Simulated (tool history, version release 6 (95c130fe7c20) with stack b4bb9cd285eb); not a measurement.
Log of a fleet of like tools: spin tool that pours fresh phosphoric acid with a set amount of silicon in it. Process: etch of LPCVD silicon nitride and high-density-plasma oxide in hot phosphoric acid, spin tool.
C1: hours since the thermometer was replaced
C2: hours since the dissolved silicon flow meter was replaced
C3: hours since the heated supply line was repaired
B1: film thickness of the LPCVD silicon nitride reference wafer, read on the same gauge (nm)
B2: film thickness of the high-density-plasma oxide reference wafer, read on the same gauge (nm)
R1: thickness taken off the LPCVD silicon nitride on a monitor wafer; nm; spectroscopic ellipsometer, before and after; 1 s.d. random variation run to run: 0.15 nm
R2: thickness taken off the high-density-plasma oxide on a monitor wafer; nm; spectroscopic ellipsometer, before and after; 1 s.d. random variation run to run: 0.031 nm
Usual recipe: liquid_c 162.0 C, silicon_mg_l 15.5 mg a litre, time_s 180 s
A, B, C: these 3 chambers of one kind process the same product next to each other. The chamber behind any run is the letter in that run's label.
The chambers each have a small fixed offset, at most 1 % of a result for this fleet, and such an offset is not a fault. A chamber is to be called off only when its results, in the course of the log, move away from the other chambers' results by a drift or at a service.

{"run": "1C", "hour": 12.7, "liquid_c": 162.0, "silicon_mg_l": 15.5, "time_s": 180, "C1": 1359.6, "C2": 162.6, "C3": 156.4, "B1": 30.029, "B2": 90.013, "R1": 18.264, "R2": 0.97828}
{"hour": 16.4, "done": "chamber B: thermometer replaced"}
{"hour": 21.5, "done": "chamber A: heated supply line repaired"}
{"run": "2B", "hour": 22.0, "liquid_c": 162.0, "silicon_mg_l": 15.5, "time_s": 180, "C1": 5.7, "C2": 445.4, "C3": 2490.8, "B1": 30.013, "B2": 90.011, "R1": 18.131, "R2": 1.0117}
{"run": "3A", "hour": 31.1, "liquid_c": 162.0, "silicon_mg_l": 15.5, "time_s": 180, "C1": 807.9, "C2": 1094.2, "C3": 9.6, "B1": 30.035, "B2": 90.018, "R1": 18.077, "R2": 0.94335}
{"run": "4B", "hour": 39.3, "liquid_c": 162.0, "silicon_mg_l": 15.5, "time_s": 180, "C1": 23.0, "C2": 462.7, "C3": 2508.1, "B1": 29.96, "B2": 90.035, "R1": 17.774, "R2": 0.98607}
{"run": "5A", "hour": 51.6, "liquid_c": 162.0, "silicon_mg_l": 15.5, "time_s": 180, "C1": 828.4, "C2": 1114.7, "C3": 30.1, "B1": 30.041, "B2": 90.017, "R1": 18.331, "R2": 0.99591}
{"run": "6C", "hour": 62.2, "liquid_c": 163.5, "silicon_mg_l": 15.5, "time_s": 105, "C1": 1409.1, "C2": 212.1, "C3": 205.9, "B1": 30.004, "B2": 90.046, "R1": 11.22, "R2": 0.67221}
{"run": "7C", "hour": 70.0, "liquid_c": 163.5, "silicon_mg_l": 15.5, "time_s": 105, "C1": 1416.9, "C2": 219.9, "C3": 213.7, "B1": 30.05, "B2": 90.011, "R1": 11.256, "R2": 0.6733}
{"run": "8B", "hour": 80.0, "liquid_c": 163.5, "silicon_mg_l": 15.5, "time_s": 105, "C1": 63.7, "C2": 503.4, "C3": 2548.8, "B1": 29.977, "B2": 90.024, "R1": 11.063, "R2": 0.61929}
{"run": "9A", "hour": 91.0, "liquid_c": 162.0, "silicon_mg_l": 15.5, "time_s": 180, "C1": 867.8, "C2": 1154.1, "C3": 69.5, "B1": 29.934, "B2": 89.977, "R1": 17.918, "R2": 1.0186}
{"run": "10B", "hour": 101.2, "liquid_c": 162.0, "silicon_mg_l": 15.5, "time_s": 255, "C1": 84.9, "C2": 524.6, "C3": 2570.0, "B1": 29.994, "B2": 90.05, "R1": 25.327, "R2": 1.4094}
{"run": "11A", "hour": 107.7, "liquid_c": 162.0, "silicon_mg_l": 15.5, "time_s": 255, "C1": 884.5, "C2": 1170.8, "C3": 86.2, "B1": 30.067, "B2": 90.002, "R1": 25.755, "R2": 1.4285}
{"run": "12C", "hour": 114.6, "liquid_c": 162.0, "silicon_mg_l": 15.5, "time_s": 255, "C1": 1461.5, "C2": 264.5, "C3": 258.3, "B1": 29.977, "B2": 90.024, "R1": 25.743, "R2": 1.4598}
{"run": "13A", "hour": 120.6, "liquid_c": 162.0, "silicon_mg_l": 15.5, "time_s": 180, "C1": 897.4, "C2": 1183.7, "C3": 99.1, "B1": 29.983, "B2": 90.031, "R1": 18.174, "R2": 0.97359}
{"run": "14B", "hour": 127.0, "liquid_c": 162.0, "silicon_mg_l": 27.0, "time_s": 255, "C1": 110.7, "C2": 550.4, "C3": 2595.8, "B1": 29.963, "B2": 89.992, "R1": 25.648, "R2": 0.98134}
{"run": "15C", "hour": 135.9, "liquid_c": 162.0, "silicon_mg_l": 27.0, "time_s": 255, "C1": 1482.8, "C2": 285.8, "C3": 279.6, "B1": 30.008, "B2": 90.037, "R1": 25.816, "R2": 1.0712}
{"run": "16A", "hour": 148.1, "liquid_c": 162.0, "silicon_mg_l": 27.0, "time_s": 255, "C1": 924.9, "C2": 1211.2, "C3": 126.6, "B1": 30.032, "B2": 90.014, "R1": 26.236, "R2": 0.98779}
{"run": "17B", "hour": 157.4, "liquid_c": 162.0, "silicon_mg_l": 15.5, "time_s": 180, "C1": 141.1, "C2": 580.8, "C3": 2626.2, "B1": 30.033, "B2": 89.982, "R1": 18.26, "R2": 1.0098}
{"run": "18C", "hour": 164.1, "liquid_c": 162.0, "silicon_mg_l": 15.5, "time_s": 180, "C1": 1511.0, "C2": 314.0, "C3": 307.8, "B1": 29.969, "B2": 90.024, "R1": 18.709, "R2": 1.0711}
{"run": "19A", "hour": 171.6, "liquid_c": 162.0, "silicon_mg_l": 15.5, "time_s": 180, "C1": 948.4, "C2": 1234.7, "C3": 150.1, "B1": 29.969, "B2": 90.002, "R1": 18.477, "R2": 0.9136}
{"run": "20C", "hour": 178.5, "liquid_c": 162.0, "silicon_mg_l": 15.5, "time_s": 180, "C1": 1525.4, "C2": 328.4, "C3": 322.2, "B1": 30.046, "B2": 90.008, "R1": 18.665, "R2": 1.1075}
{"run": "21B", "hour": 185.7, "liquid_c": 162.0, "silicon_mg_l": 15.5, "time_s": 180, "C1": 169.4, "C2": 609.1, "C3": 2654.5, "B1": 30.004, "B2": 89.993, "R1": 17.622, "R2": 1.0114}
{"run": "22A", "hour": 197.9, "liquid_c": 160.5, "silicon_mg_l": 11.5, "time_s": 180, "C1": 974.7, "C2": 1261.0, "C3": 176.4, "B1": 29.965, "B2": 89.99, "R1": 17.33, "R2": 1.0496}
{"run": "23C", "hour": 209.2, "liquid_c": 160.5, "silicon_mg_l": 11.5, "time_s": 180, "C1": 1556.1, "C2": 359.1, "C3": 352.9, "B1": 30.003, "B2": 90.003, "R1": 17.925, "R2": 1.0421}
{"run": "24B", "hour": 219.8, "liquid_c": 160.5, "silicon_mg_l": 11.5, "time_s": 180, "C1": 203.5, "C2": 643.2, "C3": 2688.6, "B1": 30.008, "B2": 89.972, "R1": 16.949, "R2": 0.99846}
{"run": "25B", "hour": 226.8, "liquid_c": 162.0, "silicon_mg_l": 15.5, "time_s": 180, "C1": 210.5, "C2": 650.2, "C3": 2695.6, "B1": 30.015, "B2": 89.974, "R1": 17.99, "R2": 0.94915}
{"run": "26C", "hour": 239.2, "liquid_c": 162.0, "silicon_mg_l": 15.5, "time_s": 180, "C1": 1586.1, "C2": 389.1, "C3": 382.9, "B1": 29.98, "B2": 90.021, "R1": 18.991, "R2": 1.1207}
{"run": "27A", "hour": 245.8, "liquid_c": 162.0, "silicon_mg_l": 15.5, "time_s": 180, "C1": 1022.6, "C2": 1308.9, "C3": 224.3, "B1": 30.012, "B2": 90.034, "R1": 17.972, "R2": 1.0091}
{"run": "28C", "hour": 256.6, "liquid_c": 162.0, "silicon_mg_l": 15.5, "time_s": 180, "C1": 1603.5, "C2": 406.5, "C3": 400.3, "B1": 29.985, "B2": 89.969, "R1": 19.131, "R2": 1.0855}
{"run": "29B", "hour": 269.1, "liquid_c": 162.0, "silicon_mg_l": 15.5, "time_s": 230, "C1": 252.8, "C2": 692.5, "C3": 2737.9, "B1": 29.969, "B2": 89.99, "R1": 23.241, "R2": 1.2797}
{"run": "30A", "hour": 278.2, "liquid_c": 162.0, "silicon_mg_l": 15.5, "time_s": 230, "C1": 1055.0, "C2": 1341.3, "C3": 256.7, "B1": 30.008, "B2": 90.005, "R1": 23.067, "R2": 1.307}
{"run": "31C", "hour": 288.4, "liquid_c": 162.0, "silicon_mg_l": 15.5, "time_s": 230, "C1": 1635.3, "C2": 438.3, "C3": 432.1, "B1": 29.99, "B2": 89.991, "R1": 24.547, "R2": 1.5239}
{"run": "32B", "hour": 299.8, "liquid_c": 162.0, "silicon_mg_l": 15.5, "time_s": 180, "C1": 283.5, "C2": 723.2, "C3": 2768.6, "B1": 29.979, "B2": 89.998, "R1": 17.996, "R2": 0.97481}

Each of the 3 chambers runs these same settings next. Fill in every chamber's results:
{"run": "33A", "hour": 308.9, "liquid_c": 162.0, "silicon_mg_l": 15.5, "time_s": 180, "R1": "?", "R2": "?"}
{"run": "33B", "hour": 308.9, "liquid_c": 162.0, "silicon_mg_l": 15.5, "time_s": 180, "R1": "?", "R2": "?"}
{"run": "33C", "hour": 308.9, "liquid_c": 162.0, "silicon_mg_l": 15.5, "time_s": 180, "R1": "?", "R2": "?"}

run=33A R1=18.261 R2=0.93807
run=33B R1=17.976 R2=0.98730
run=33C R1=19.538 R2=1.14420
